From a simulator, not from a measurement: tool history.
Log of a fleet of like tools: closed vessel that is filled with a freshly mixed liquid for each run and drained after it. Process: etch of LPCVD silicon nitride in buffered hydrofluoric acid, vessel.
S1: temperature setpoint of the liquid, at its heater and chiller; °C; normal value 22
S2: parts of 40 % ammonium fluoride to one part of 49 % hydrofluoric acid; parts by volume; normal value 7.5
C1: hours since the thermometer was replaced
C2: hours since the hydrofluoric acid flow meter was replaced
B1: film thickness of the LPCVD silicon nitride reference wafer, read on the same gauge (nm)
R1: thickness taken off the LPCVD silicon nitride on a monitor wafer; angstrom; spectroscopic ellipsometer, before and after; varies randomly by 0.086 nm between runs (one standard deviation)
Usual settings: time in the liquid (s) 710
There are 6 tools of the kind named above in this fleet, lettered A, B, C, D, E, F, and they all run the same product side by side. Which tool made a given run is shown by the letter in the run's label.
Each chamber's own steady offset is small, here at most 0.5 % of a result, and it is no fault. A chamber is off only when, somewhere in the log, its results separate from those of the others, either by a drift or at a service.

run 1A hour=2.2 | S1=22 S2=7.5 time_in_the_liquid_(s)=710 | C1=1678.1 C2=368.8 | B1=120 | R1=105.9
run 2B hour=5.8 | S1=22 S2=7.5 time_in_the_liquid_(s)=710 | C1=1425.9 C2=261.4 | B1=119.98 | R1=107.96
run 3F hour=8.7 | S1=22 S2=7.5 time_in_the_liquid_(s)=710 | C1=1196.9 C2=418.2 | B1=120.01 | R1=107.09
run 4C hour=11.8 | S1=22 S2=7.5 time_in_the_liquid_(s)=710 | C1=126.8 C2=1884.3 | B1=119.97 | R1=107.1
run 5E hour=14.4 | S1=22 S2=7.5 time_in_the_liquid_(s)=710 | C1=236.9 C2=902.1 | B1=119.98 | R1=106.89
run 6D hour=17.6 | S1=22 S2=7.5 time_in_the_liquid_(s)=710 | C1=302.5 C2=1298.9 | B1=120 | R1=108.04
run 7E hour=21.8 | S1=22 S2=7.5 time_in_the_liquid_(s)=710 | C1=244.3 C2=909.5 | B1=120 | R1=107.56
run 8B hour=24.3 | S1=22 S2=7.5 time_in_the_liquid_(s)=710 | C1=1444.4 C2=279.9 | B1=120.01 | R1=107.34
run 9F hour=26.9 | S1=22 S2=7.5 time_in_the_liquid_(s)=710 | C1=1215.1 C2=436.4 | B1=120.01 | R1=106.42
run 10C hour=29.4 | S1=22 S2=7.5 time_in_the_liquid_(s)=710 | C1=144.4 C2=1901.9 | B1=120.01 | R1=106.26
run 11D hour=33.8 | S1=22 S2=7.5 time_in_the_liquid_(s)=710 | C1=318.7 C2=1315.1 | B1=119.99 | R1=106.26
run 12A hour=37.3 | S1=22 S2=7.5 time_in_the_liquid_(s)=710 | C1=1713.2 C2=403.9 | B1=119.98 | R1=107.45
run 13C hour=41.8 | S1=22 S2=7.5 time_in_the_liquid_(s)=710 | C1=156.8 C2=1914.3 | B1=120.02 | R1=106.49
run 14F hour=44.8 | S1=22 S2=7.5 time_in_the_liquid_(s)=710 | C1=1233 C2=454.3 | B1=120 | R1=106.65
run 15E hour=48.7 | S1=22 S2=7.5 time_in_the_liquid_(s)=710 | C1=271.2 C2=936.4 | B1=120.02 | R1=106.69
run 16D hour=50.9 | S1=22 S2=7.5 time_in_the_liquid_(s)=710 | C1=335.8 C2=1332.2 | B1=120 | R1=105.34
run 17B hour=55 | S1=22 S2=7.5 time_in_the_liquid_(s)=710 | C1=1475.1 C2=310.6 | B1=119.98 | R1=108.54
run 18A hour=59.6 | S1=22 S2=7.5 time_in_the_liquid_(s)=710 | C1=1735.5 C2=426.2 | B1=120 | R1=103.47
run 19A hour=64.3 | S1=22 S2=7.5 time_in_the_liquid_(s)=710 | C1=1740.2 C2=430.9 | B1=119.99 | R1=103.6
run 20E hour=67.8 | S1=22 S2=7.5 time_in_the_liquid_(s)=710 | C1=290.3 C2=955.5 | B1=119.99 | R1=106.15
run 21F hour=71.6 | S1=22 S2=7.5 time_in_the_liquid_(s)=710 | C1=1259.8 C2=481.1 | B1=119.99 | R1=107.51
run 22D hour=75.7 | S1=22 S2=7.5 time_in_the_liquid_(s)=710 | C1=360.6 C2=1357 | B1=120.01 | R1=108.63
run 23C hour=78.1 | S1=19.5 S2=7.5 time_in_the_liquid_(s)=710 | C1=193.1 C2=1950.6 | B1=120.02 | R1=92.258
-- hour=79.8 chamber C: hydrofluoric acid flow meter replaced
run 24B hour=80.6 | S1=19.5 S2=7.5 time_in_the_liquid_(s)=710 | C1=1500.7 C2=336.2 | B1=120.01 | R1=94.129
run 25E hour=82.6 | S1=19.5 S2=7.5 time_in_the_liquid_(s)=710 | C1=305.1 C2=970.3 | B1=119.98 | R1=92.946
run 26A hour=86.9 | S1=19.5 S2=7.5 time_in_the_liquid_(s)=710 | C1=1762.8 C2=453.5 | B1=120.02 | R1=89.643
run 27C hour=89.7 | S1=19.5 S2=7.5 time_in_the_liquid_(s)=710 | C1=204.7 C2=10 | B1=120.01 | R1=93.344
run 28F hour=94.2 | S1=19.5 S2=7.5 time_in_the_liquid_(s)=710 | C1=1282.4 C2=503.7 | B1=120 | R1=92.452
run 29D hour=96.5 | S1=22 S2=7.5 time_in_the_liquid_(s)=710 | C1=381.4 C2=1377.8 | B1=119.99 | R1=106.78
run 30B hour=100.7 | S1=22 S2=7.5 time_in_the_liquid_(s)=710 | C1=1520.8 C2=356.3 | B1=119.99 | R1=109.11
run 31D hour=105 | S1=22 S2=7.5 time_in_the_liquid_(s)=710 | C1=389.9 C2=1386.3 | B1=119.99 | R1=106.75
run 32A hour=109.6 | S1=22 S2=7.5 time_in_the_liquid_(s)=710 | C1=1785.5 C2=476.2 | B1=119.97 | R1=100.5
run 33E hour=113.4 | S1=22 S2=7.5 time_in_the_liquid_(s)=710 | C1=335.9 C2=1001.1 | B1=119.98 | R1=105.72
run 34B hour=117 | S1=22 S2=10.5 time_in_the_liquid_(s)=710 | C1=1537.1 C2=372.6 | B1=119.99 | R1=79.593
run 35C hour=119.8 | S1=22 S2=10.5 time_in_the_liquid_(s)=710 | C1=234.8 C2=40.1 | B1=120.01 | R1=78.398
run 36F hour=121.8 | S1=22 S2=10.5 time_in_the_liquid_(s)=710 | C1=1310 C2=531.3 | B1=120.02 | R1=79.033
run 37C hour=125.9 | S1=22 S2=10.5 time_in_the_liquid_(s)=710 | C1=240.9 C2=46.2 | B1=120.01 | R1=78.652
run 38E hour=130.3 | S1=22 S2=10.5 time_in_the_liquid_(s)=710 | C1=352.8 C2=1018 | B1=120 | R1=78.616
run 39D hour=133.2 | S1=22 S2=10.5 time_in_the_liquid_(s)=710 | C1=418.1 C2=1414.5 | B1=120 | R1=77.788

All 6 chambers run these settings next. Forecast each chamber's results:
run 40A hour=136.6 | S1=22 S2=7.5 time_in_the_liquid_(s)=925 | R1=?
run 40B hour=136.6 | S1=22 S2=7.5 time_in_the_liquid_(s)=925 | R1=?
run 40C hour=136.6 | S1=22 S2=7.5 time_in_the_liquid_(s)=925 | R1=?
run 40D hour=136.6 | S1=22 S2=7.5 time_in_the_liquid_(s)=925 | R1=?
run 40E hour=136.6 | S1=22 S2=7.5 time_in_the_liquid_(s)=925 | R1=?
run 40F hour=136.6 | S1=22 S2=7.5 time_in_the_liquid_(s)=925 | R1=?

run=40A R1=130.91
run=40B R1=141.28
run=40C R1=141.04
run=40D R1=140.49
run=40E R1=139.32
run=40F R1=138.68
